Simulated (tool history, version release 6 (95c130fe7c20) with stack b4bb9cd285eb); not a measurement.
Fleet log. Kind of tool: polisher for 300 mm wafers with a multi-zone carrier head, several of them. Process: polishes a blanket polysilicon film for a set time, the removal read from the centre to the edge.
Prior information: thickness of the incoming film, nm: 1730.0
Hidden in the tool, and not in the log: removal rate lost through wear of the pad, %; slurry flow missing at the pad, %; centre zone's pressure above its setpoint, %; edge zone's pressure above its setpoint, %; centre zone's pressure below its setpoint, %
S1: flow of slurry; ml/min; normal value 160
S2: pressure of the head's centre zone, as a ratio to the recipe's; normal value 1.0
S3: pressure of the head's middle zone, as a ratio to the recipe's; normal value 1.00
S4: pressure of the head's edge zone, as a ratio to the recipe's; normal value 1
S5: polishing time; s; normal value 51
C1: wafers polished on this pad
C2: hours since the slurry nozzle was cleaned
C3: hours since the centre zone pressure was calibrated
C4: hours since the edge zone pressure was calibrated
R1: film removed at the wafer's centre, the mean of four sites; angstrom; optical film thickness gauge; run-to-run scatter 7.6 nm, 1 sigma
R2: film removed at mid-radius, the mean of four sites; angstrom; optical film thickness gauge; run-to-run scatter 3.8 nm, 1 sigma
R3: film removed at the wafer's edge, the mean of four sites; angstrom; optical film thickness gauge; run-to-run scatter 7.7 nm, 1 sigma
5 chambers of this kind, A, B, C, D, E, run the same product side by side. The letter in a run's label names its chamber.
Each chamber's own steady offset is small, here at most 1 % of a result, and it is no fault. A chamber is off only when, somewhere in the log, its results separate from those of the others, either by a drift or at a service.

run 1C hour=13.3 | S1=160 S2=1.0 S3=1.00 S4=1 S5=51 | C1=681 C2=188.2 C3=375.0 C4=360.2 | R1=6108.1 R2=5966.2 R3=5795.2
-- hour=15.7 chamber D: worn pad replaced by a new one
-- hour=16.4 chamber D: edge zone pressure recalibrated
-- hour=18.7 chamber C: centre zone pressure recalibrated
run 2A hour=28.3 | S1=160 S2=1.0 S3=1.00 S4=1 S5=51 | C1=632 C2=48.4 C3=554.1 C4=304.1 | R1=5933.8 R2=5989.3 R3=6083.5
-- hour=40.2 chamber C: worn pad replaced by a new one
run 3B hour=41.4 | S1=160 S2=1.0 S3=1.00 S4=1 S5=51 | C1=506 C2=781.9 C3=648.4 C4=1298.3 | R1=5955.9 R2=5930.0 R3=5886.3
run 4D hour=49.0 | S1=160 S2=1.0 S3=1.00 S4=1 S5=51 | C1=225 C2=279.8 C3=379.4 C4=32.7 | R1=5914.2 R2=5972.7 R3=5823.5
-- hour=54.1 chamber B: edge zone pressure recalibrated
-- hour=57.8 chamber B: worn pad replaced by a new one
run 5E hour=65.2 | S1=160 S2=1.0 S3=1.00 S4=1 S5=51 | C1=1078 C2=540.1 C3=1187.6 C4=105.3 | R1=5881.9 R2=5979.6 R3=5927.9
-- hour=70.9 chamber D: slurry nozzle cleaned
run 6D hour=77.6 | S1=160 S2=1.0 S3=1.00 S4=1 S5=51 | C1=419 C2=6.7 C3=408.0 C4=61.3 | R1=6005.5 R2=5934.9 R3=5919.6
run 7B hour=92.6 | S1=160 S2=1.0 S3=1.00 S4=1 S5=51 | C1=236 C2=833.1 C3=699.6 C4=38.5 | R1=5872.8 R2=5888.7 R3=5858.2
-- hour=93.4 chamber B: slurry nozzle cleaned
-- hour=103.3 chamber A: worn pad replaced by a new one
run 8E hour=105.6 | S1=160 S2=1.0 S3=1.00 S4=1 S5=51 | C1=1352 C2=580.5 C3=1228.0 C4=145.7 | R1=5962.5 R2=5943.2 R3=6092.8
run 9C hour=118.7 | S1=160 S2=1.0 S3=1.00 S4=1 S5=51 | C1=531 C2=293.6 C3=100.1 C4=465.6 | R1=6014.6 R2=5947.8 R3=5870.9
run 10A hour=132.2 | S1=160 S2=1.0 S3=1.00 S4=1 S5=51 | C1=195 C2=152.3 C3=658.0 C4=408.0 | R1=5956.0 R2=5965.4 R3=5952.0
-- hour=134.4 chamber B: worn pad replaced by a new one
-- hour=136.2 chamber E: worn pad replaced by a new one
run 11C hour=141.0 | S1=160 S2=1.0 S3=1.00 S4=1 S5=51 | C1=682 C2=315.9 C3=122.4 C4=487.9 | R1=6021.8 R2=5996.7 R3=5837.2
-- hour=148.0 chamber C: edge zone pressure recalibrated
run 12A hour=151.4 | S1=160 S2=1.0 S3=1.00 S4=1 S5=51 | C1=325 C2=171.5 C3=677.2 C4=427.2 | R1=5978.1 R2=6002.5 R3=5917.3
-- hour=155.9 chamber D: worn pad replaced by a new one
run 13D hour=161.7 | S1=160 S2=1.0 S3=1.00 S4=1 S5=51 | C1=39 C2=90.8 C3=492.1 C4=145.4 | R1=6073.1 R2=5923.5 R3=6051.2
run 14E hour=172.6 | S1=160 S2=1.0 S3=1.00 S4=1 S5=51 | C1=246 C2=647.5 C3=1295.0 C4=212.7 | R1=5849.3 R2=5970.7 R3=6127.5
-- hour=180.0 chamber C: worn pad replaced by a new one
-- hour=182.8 chamber B: centre zone pressure recalibrated
run 15B hour=184.2 | S1=160 S2=1.0 S3=1.00 S4=1 S5=51 | C1=337 C2=90.9 C3=1.4 C4=130.1 | R1=5260.1 R2=5997.3 R3=5885.2
-- hour=186.8 chamber D: centre zone pressure recalibrated
-- hour=194.5 chamber C: slurry nozzle cleaned
run 16D hour=196.8 | S1=160 S2=1.0 S3=1.00 S4=1 S5=51 | C1=276 C2=125.9 C3=10.1 C4=180.5 | R1=5983.6 R2=5971.2 R3=5900.5
run 17E hour=211.9 | S1=160 S2=1.0 S3=0.95 S4=1 S5=67 | C1=512 C2=686.8 C3=1334.3 C4=252.0 | R1=7756.0 R2=7546.0 R3=8112.7
run 18B hour=225.9 | S1=160 S2=1.0 S3=0.95 S4=1 S5=67 | C1=619 C2=132.6 C3=43.1 C4=171.8 | R1=6930.9 R2=7415.9 R3=7655.9
-- hour=227.9 chamber B: worn pad replaced by a new one
run 19A hour=240.0 | S1=160 S2=1.0 S3=0.95 S4=1 S5=67 | C1=925 C2=260.1 C3=765.8 C4=515.8 | R1=7882.3 R2=7505.2 R3=7636.0
run 20C hour=250.7 | S1=160 S2=1.0 S3=0.95 S4=1 S5=67 | C1=479 C2=56.3 C3=232.1 C4=102.7 | R1=7902.5 R2=7445.7 R3=7792.1
-- hour=256.7 chamber E: centre zone pressure recalibrated
run 21A hour=262.0 | S1=160 S2=1.0 S3=0.95 S4=1 S5=67 | C1=1074 C2=282.1 C3=787.8 C4=537.8 | R1=7883.9 R2=7420.0 R3=7850.8
-- hour=267.4 chamber A: worn pad replaced by a new one
run 22D hour=272.3 | S1=160 S2=1.0 S3=1.00 S4=1 S5=51 | C1=787 C2=201.4 C3=85.6 C4=256.0 | R1=5984.2 R2=5977.6 R3=5917.2
run 23C hour=283.9 | S1=160 S2=1.0 S3=1.00 S4=1 S5=51 | C1=703 C2=89.5 C3=265.3 C4=135.9 | R1=5941.8 R2=5944.8 R3=5873.6
-- hour=288.6 chamber D: worn pad replaced by a new one
-- hour=290.6 chamber E: slurry nozzle cleaned
run 24E hour=291.1 | S1=160 S2=0.9 S3=1.00 S4=1 S5=51 | C1=1048 C2=0.6 C3=34.5 C4=331.2 | R1=5317.0 R2=6034.2 R3=6002.0
run 25B hour=300.7 | S1=160 S2=0.9 S3=1.00 S4=1 S5=51 | C1=492 C2=207.4 C3=117.9 C4=246.6 | R1=4724.5 R2=5866.6 R3=5949.2
run 26B hour=309.0 | S1=160 S2=0.9 S3=1.00 S4=1 S5=51 | C1=549 C2=215.7 C3=126.2 C4=254.9 | R1=4729.1 R2=5938.6 R3=5810.2
run 27A hour=320.4 | S1=160 S2=0.9 S3=1.00 S4=1 S5=51 | C1=359 C2=340.5 C3=846.2 C4=596.2 | R1=5350.4 R2=5957.3 R3=5933.2
-- hour=322.4 chamber B: worn pad replaced by a new one
-- hour=323.8 chamber C: worn pad replaced by a new one
-- hour=328.2 chamber C: centre zone pressure recalibrated
run 28E hour=335.3 | S1=160 S2=0.9 S3=1.00 S4=1 S5=51 | C1=1347 C2=44.8 C3=78.7 C4=375.4 | R1=5230.2 R2=5976.0 R3=5979.1
run 29C hour=345.6 | S1=160 S2=1.0 S3=1.00 S4=1 S5=51 | C1=147 C2=151.2 C3=17.5 C4=197.6 | R1=6061.3 R2=5933.0 R3=5832.4
-- hour=356.7 chamber A: centre zone pressure recalibrated
-- hour=357.1 chamber E: worn pad replaced by a new one
run 30D hour=361.8 | S1=160 S2=1.0 S3=1.00 S4=1 S5=51 | C1=496 C2=290.9 C3=175.1 C4=345.5 | R1=6039.9 R2=5959.5 R3=6006.0
run 31D hour=374.9 | S1=160 S2=1.0 S3=1.00 S4=1 S5=51 | C1=584 C2=304.0 C3=188.2 C4=358.6 | R1=5922.3 R2=5905.0 R3=5947.7
run 32A hour=386.9 | S1=160 S2=1.0 S3=1.00 S4=1 S5=51 | C1=809 C2=407.0 C3=30.2 C4=662.7 | R1=6072.7 R2=5912.3 R3=5896.3
run 33B hour=397.4 | S1=160 S2=1.0 S3=1.00 S4=1 S5=51 | C1=508 C2=304.1 C3=214.6 C4=343.3 | R1=5359.1 R2=5874.6 R3=5900.2
run 34E hour=412.1 | S1=205 S2=1.0 S3=1.00 S4=1 S5=51 | C1=372 C2=121.6 C3=155.5 C4=452.2 | R1=6205.5 R2=6193.2 R3=6115.7

What goes on in this fleet: one chamber off, a drifting gauge, or nothing beyond the chambers' own small offsets? Name the chamber and the cause, if any.

Chamber B has stood off from the others ever since a service on it.
Likeliest cause: centre zone's pressure below its setpoint, % = 8.25.

Chamber B could run next with any of the 4 candidate recipes listed below; each alters the usual settings, and their results appear as question marks. Which one brings its results back in line with what the other chambers deliver on the usual settings?
A result is in line if it is within this distance of the other chambers' mean on the usual settings: R1 260.0 angstrom; R2 130.0 angstrom; R3 270.0 angstrom
run 35B-1 hour=424.1 | S1=155 S2=0.92 S3=1.02 S4=1.02 S5=50 | R1=? R2=? R3=?
run 35B-2 hour=424.1 | S1=175 S2=1.17 S3=0.96 S4=0.95 S5=54 | R1=? R2=? R3=?
run 35B-3 hour=424.1 | S1=150 S2=0.85 S3=1.04 S4=1.05 S5=48 | R1=? R2=? R3=?
run 35B-4 hour=424.1 | S1=165 S2=1.07 S3=0.98 S4=0.98 S5=52 | R1=? R2=? R3=?

The other chambers' mean on the usual settings: R1 5944.5 angstrom; R2 5949.8 angstrom; R3 5928.1 angstrom
run=35B-1 R1=4721.9 R2=5802.0 R3=5776.0
run=35B-2 R1=6774.7 R2=6040.9 R3=6106.5
run=35B-3 R1=4126.9 R2=5639.0 R3=5605.8
run=35B-4 R1=5860.1 R2=5874.2 R3=5932.0
It is 35B-4 that realigns the chamber with its peers.
